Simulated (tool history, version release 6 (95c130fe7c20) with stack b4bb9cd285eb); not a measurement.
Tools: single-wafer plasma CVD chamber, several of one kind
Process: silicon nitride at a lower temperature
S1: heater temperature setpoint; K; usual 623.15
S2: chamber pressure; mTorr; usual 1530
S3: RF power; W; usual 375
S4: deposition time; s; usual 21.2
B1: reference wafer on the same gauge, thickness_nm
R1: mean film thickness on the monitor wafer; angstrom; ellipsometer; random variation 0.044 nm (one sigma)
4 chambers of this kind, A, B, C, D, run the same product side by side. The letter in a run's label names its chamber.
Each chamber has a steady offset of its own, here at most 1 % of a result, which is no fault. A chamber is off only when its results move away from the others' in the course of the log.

run   hour      S1    S2   S3    S4      B1      R1
 1B    7.2  623.15  1530  375  21.2  33.399  281.68
 2D   14.2  623.15  1530  375  21.2  33.420  282.16
 3A   25.5  623.15  1530  375  21.2  33.423  285.40
 4C   32.6  623.15  1530  375  21.2  33.418  286.06
 5A   39.3  623.15  1530  375  21.2  33.424  284.93
 6D   46.3  623.15  1530  375  21.2  33.418  282.33
 7B   53.4  623.15  1530  375  21.2  33.453  282.67
 8C   61.2  623.15  1530  375  21.2  33.434  286.78
 9C   70.8  623.15  1530  375  21.2  33.446  287.25
10D   79.2  623.15  1530  400  19.2  33.449  266.56
11B   85.9  623.15  1530  400  19.2  33.446  266.64
12A  100.6  623.15  1530  400  19.2  33.474  268.65
13C  114.9  623.15  1530  400  19.2  33.469  270.88
14D  121.8  623.15  1530  375  21.2  33.490  283.97
15A  129.3  623.15  1530  375  21.2  33.493  286.21
16B  137.1  623.15  1530  375  21.2  33.488  282.43
17B  144.0  623.15  1530  375  21.2  33.507  282.46
18A  157.6  623.15  1530  375  21.2  33.499  285.87
19D  170.5  623.15  1530  375  21.2  33.516  282.77
20C  179.9  630.15  1530  375  21.2  33.520  286.97
21B  192.3  630.15  1530  375  21.2  33.518  283.32
22D  201.8  630.15  1530  375  21.2  33.543  282.73
23C  213.6  630.15  1530  375  21.2  33.541  286.88
24A  226.6  623.15  1530  375  21.2  33.555  286.03
25D  236.9  623.15  1530  375  21.2  33.542  283.30
26A  245.4  623.15  1530  375  21.2  33.571  286.57
27C  256.1  623.15  1530  375  21.2  33.566  288.92
28B  262.7  623.15  1530  375  21.2  33.588  283.21
29D  271.3  623.15  1530  375  19.2  33.573  256.60
30C  283.7  623.15  1530  375  19.2  33.590  260.62
31B  291.0  623.15  1530  375  19.2  33.606  256.84
32A  305.1  623.15  1530  375  19.2  33.615  259.95

Next, every chamber runs the same settings. What will each give?
33A  315.9  623.15  1530  375  21.2       ?
33B  315.9  623.15  1530  375  21.2       ?
33C  315.9  623.15  1530  375  21.2       ?
33D  315.9  623.15  1530  375  21.2       ?

run      R1
33A  286.65
33B  283.79
33C  288.64
33D  283.92

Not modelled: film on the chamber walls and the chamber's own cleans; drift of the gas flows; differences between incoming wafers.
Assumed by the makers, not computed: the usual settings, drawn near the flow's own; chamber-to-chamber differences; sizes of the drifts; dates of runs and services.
